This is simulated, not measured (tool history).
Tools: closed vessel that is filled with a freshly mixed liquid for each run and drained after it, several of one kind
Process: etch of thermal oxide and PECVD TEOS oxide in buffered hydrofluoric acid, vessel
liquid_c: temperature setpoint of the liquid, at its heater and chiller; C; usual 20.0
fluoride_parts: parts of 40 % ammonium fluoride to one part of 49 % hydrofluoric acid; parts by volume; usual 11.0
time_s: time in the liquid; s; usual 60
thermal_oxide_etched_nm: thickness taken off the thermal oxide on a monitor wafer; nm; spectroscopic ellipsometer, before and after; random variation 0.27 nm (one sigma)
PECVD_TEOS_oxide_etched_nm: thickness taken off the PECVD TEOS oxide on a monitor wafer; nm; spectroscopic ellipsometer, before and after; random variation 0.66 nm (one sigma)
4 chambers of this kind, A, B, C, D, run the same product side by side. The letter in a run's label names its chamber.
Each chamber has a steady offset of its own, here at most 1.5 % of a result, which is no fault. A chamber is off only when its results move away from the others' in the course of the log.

run   hour  liquid_c  fluoride_parts  time_s  read-back film thickness of the thermal oxide reference wafer, read on the same gauge (nm)  read-back film thickness of the PECVD TEOS oxide reference wafer, read on the same gauge (nm)  thermal_oxide_etched_nm  PECVD_TEOS_oxide_etched_nm
 1D    8.0      20.0            11.0      60                                                                                      90.012                                                                                         129.98                   52.825                      73.117
 2A   16.2      20.0            11.0      60                                                                                      89.999                                                                                         129.97                   52.261                      73.692
 3C   24.1      20.0            11.0      60                                                                                      89.985                                                                                         129.99                   52.594                      73.856
 4B   30.6      20.0            11.0      60                                                                                      90.003                                                                                         129.99                   52.964                      75.668
 5D   40.3      20.0            11.0      60                                                                                      90.017                                                                                         130.01                   53.010                      73.493
 6C   45.3      20.0            11.0      60                                                                                      89.998                                                                                         130.02                   52.141                      74.292
 7B   50.4      20.0            11.0      60                                                                                      89.993                                                                                         129.99                   52.961                      74.476
 8A   57.6      20.0            11.0      60                                                                                      90.019                                                                                         130.00                   52.665                      73.409
 9D   64.2      20.0            11.0      60                                                                                      89.982                                                                                         130.03                   53.025                      72.769
10C   71.8      20.0            13.5      60                                                                                      90.013                                                                                         130.01                   42.820                      60.233
11B   78.4      20.0            13.5      60                                                                                      90.004                                                                                         130.01                   43.179                      60.832
12A   84.4      20.0            13.5      60                                                                                      90.001                                                                                         129.98                   43.027                      60.125
13A   90.4      20.0            13.5      60                                                                                      90.016                                                                                         129.98                   42.689                      60.789
14B   97.8      22.5            11.0      95                                                                                      89.999                                                                                         129.99                   95.415                     134.570
15C  104.9      22.5            11.0      95                                                                                      90.001                                                                                         129.99                   95.091                     133.770
16D  113.8      22.5            11.0      95                                                                                      90.010                                                                                         130.01                   97.099                     135.010
17A  122.1      22.5            11.0      95                                                                                      89.998                                                                                         130.00                   94.380                     136.880
18D  130.6      20.0            11.0      60                                                                                      90.008                                                                                         129.99                   52.729                      73.732
19C  138.1      20.0            11.0      60                                                                                      90.011                                                                                         129.99                   53.103                      73.710
20B  146.6      20.0            11.0      60                                                                                      89.986                                                                                         130.00                   52.778                      74.765
21A  153.1      20.0            11.0      60                                                                                      89.996                                                                                         130.00                   51.846                      72.710
22B  159.3      18.5             8.0      60                                                                                      89.985                                                                                         129.98                   64.658                      91.289
23C  165.0      18.5             8.0      60                                                                                      90.004                                                                                         129.99                   64.338                      90.441
24D  172.9      18.5             8.0      60                                                                                      89.996                                                                                         129.98                   64.984                      91.007
25D  177.8      18.5             8.0      60                                                                                      90.006                                                                                         130.01                   65.005                      89.751
26A  184.0      20.0            15.0      60                                                                                      89.994                                                                                         130.00                   39.155                      55.062

What goes on in this fleet: one chamber off, a drifting gauge, or nothing beyond the chambers' own small offsets? Name the chamber and the cause, if any.

No chamber stands off beyond its own small offset, and the gauge holds steady.
